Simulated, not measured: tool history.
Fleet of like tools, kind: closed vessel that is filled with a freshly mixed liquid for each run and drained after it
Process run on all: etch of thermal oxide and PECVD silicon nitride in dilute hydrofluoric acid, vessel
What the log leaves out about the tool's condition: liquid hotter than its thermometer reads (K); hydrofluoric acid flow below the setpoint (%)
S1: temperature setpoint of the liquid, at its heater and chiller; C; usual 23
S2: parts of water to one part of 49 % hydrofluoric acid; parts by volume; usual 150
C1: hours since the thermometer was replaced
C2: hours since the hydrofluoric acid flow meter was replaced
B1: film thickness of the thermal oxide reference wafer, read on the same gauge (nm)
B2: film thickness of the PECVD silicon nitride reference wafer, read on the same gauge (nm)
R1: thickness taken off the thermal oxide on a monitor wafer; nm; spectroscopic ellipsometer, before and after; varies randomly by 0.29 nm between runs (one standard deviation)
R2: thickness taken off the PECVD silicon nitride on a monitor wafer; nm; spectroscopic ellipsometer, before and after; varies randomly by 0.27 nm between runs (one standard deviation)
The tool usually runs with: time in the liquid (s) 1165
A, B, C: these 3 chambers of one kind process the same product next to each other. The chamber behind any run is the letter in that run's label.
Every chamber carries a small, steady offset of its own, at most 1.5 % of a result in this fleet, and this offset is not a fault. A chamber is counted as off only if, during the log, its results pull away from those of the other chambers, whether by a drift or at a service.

Run 1C, hour 9.1: usual settings; C1 1931.2; C2 625.6; B1 30.008; B2 30.002. Result: R1 34.78 nm, R2 33.688 nm.
Run 2B, hour 16.2: usual settings; C1 2183; C2 1026.9; B1 30.03; B2 29.986. Result: R1 34.633 nm, R2 33.51 nm.
Run 3A, hour 25.8: usual settings; C1 250.6; C2 1331.9; B1 29.993; B2 29.993. Result: R1 35.024 nm, R2 33.358 nm.
Run 4C, hour 38.9: usual settings; C1 1961; C2 655.4; B1 29.988; B2 30.017. Result: R1 34.561 nm, R2 33.383 nm.
At hour 41.5: chamber B: thermometer replaced.
Run 5B, hour 51.8: usual settings; C1 10.3; C2 1062.5; B1 30.008; B2 29.999. Result: R1 34.642 nm, R2 33.542 nm.
Run 6A, hour 60.1: usual settings; C1 284.9; C2 1366.2; B1 30.004; B2 30.003. Result: R1 35.34 nm, R2 32.719 nm.
Run 7B, hour 70.3: usual settings but S2 220 parts by volume, time in the liquid (s) 655; C1 28.8; C2 1081; B1 30.009; B2 29.981. Result: R1 12.237 nm, R2 13.237 nm.
Run 8A, hour 84.3: usual settings but S2 220 parts by volume, time in the liquid (s) 655; C1 309.1; C2 1390.4; B1 29.987; B2 29.968. Result: R1 12.537 nm, R2 12.823 nm.
Run 9C, hour 97.9: usual settings but S2 220 parts by volume, time in the liquid (s) 655; C1 2020; C2 714.4; B1 30.007; B2 30.019. Result: R1 12.534 nm, R2 12.984 nm.
At hour 100.9: chamber B: hydrofluoric acid flow meter replaced.
Run 10A, hour 107.6: usual settings; C1 332.4; C2 1413.7; B1 30.014; B2 29.964. Result: R1 35.17 nm, R2 33.31 nm.
Run 11C, hour 116.6: usual settings; C1 2038.7; C2 733.1; B1 29.989; B2 30.021. Result: R1 34.724 nm, R2 33.316 nm.
Run 12B, hour 129.1: usual settings; C1 87.6; C2 28.2; B1 29.997; B2 29.975. Result: R1 34.719 nm, R2 33.604 nm.
Run 13C, hour 136.3: usual settings; C1 2058.4; C2 752.8; B1 30.011; B2 30.007. Result: R1 34.851 nm, R2 33.53 nm.
Run 14B, hour 143.3: usual settings; C1 101.8; C2 42.4; B1 29.997; B2 30.014. Result: R1 34.944 nm, R2 33.531 nm.
Run 15A, hour 157.9: usual settings but S2 115 parts by volume, time in the liquid (s) 1685; C1 382.7; C2 1464; B1 29.998; B2 30.017. Result: R1 69.22 nm, R2 62.983 nm.
Run 16C, hour 168.1: usual settings but S2 115 parts by volume, time in the liquid (s) 1685; C1 2090.2; C2 784.6; B1 29.998; B2 30.037. Result: R1 68.804 nm, R2 63.062 nm.
Run 17B, hour 181.3: usual settings but S2 115 parts by volume, time in the liquid (s) 1685; C1 139.8; C2 80.4; B1 29.993; B2 30.002. Result: R1 67.755 nm, R2 62.433 nm.
Run 18A, hour 194.1: usual settings; C1 418.9; C2 1500.2; B1 30.034; B2 30.02. Result: R1 34.82 nm, R2 33.299 nm.
Run 19A, hour 203.5: usual settings; C1 428.3; C2 1509.6; B1 30.033; B2 30.004. Result: R1 34.476 nm, R2 33.661 nm.
Run 20C, hour 215.5: usual settings but S2 90 parts by volume; C1 2137.6; C2 832; B1 29.995; B2 29.99. Result: R1 61.991 nm, R2 54.541 nm.

Each of the 3 chambers runs these same settings next. Fill in every chamber's results:
Run 21A, hour 226.5: usual settings. Result: R1 ?, R2 ?.
Run 21B, hour 226.5: usual settings. Result: R1 ?, R2 ?.
Run 21C, hour 226.5: usual settings. Result: R1 ?, R2 ?.

run      R1      R2
21A  35.172  33.581
21B  34.626   33.45
21C  34.921  33.802
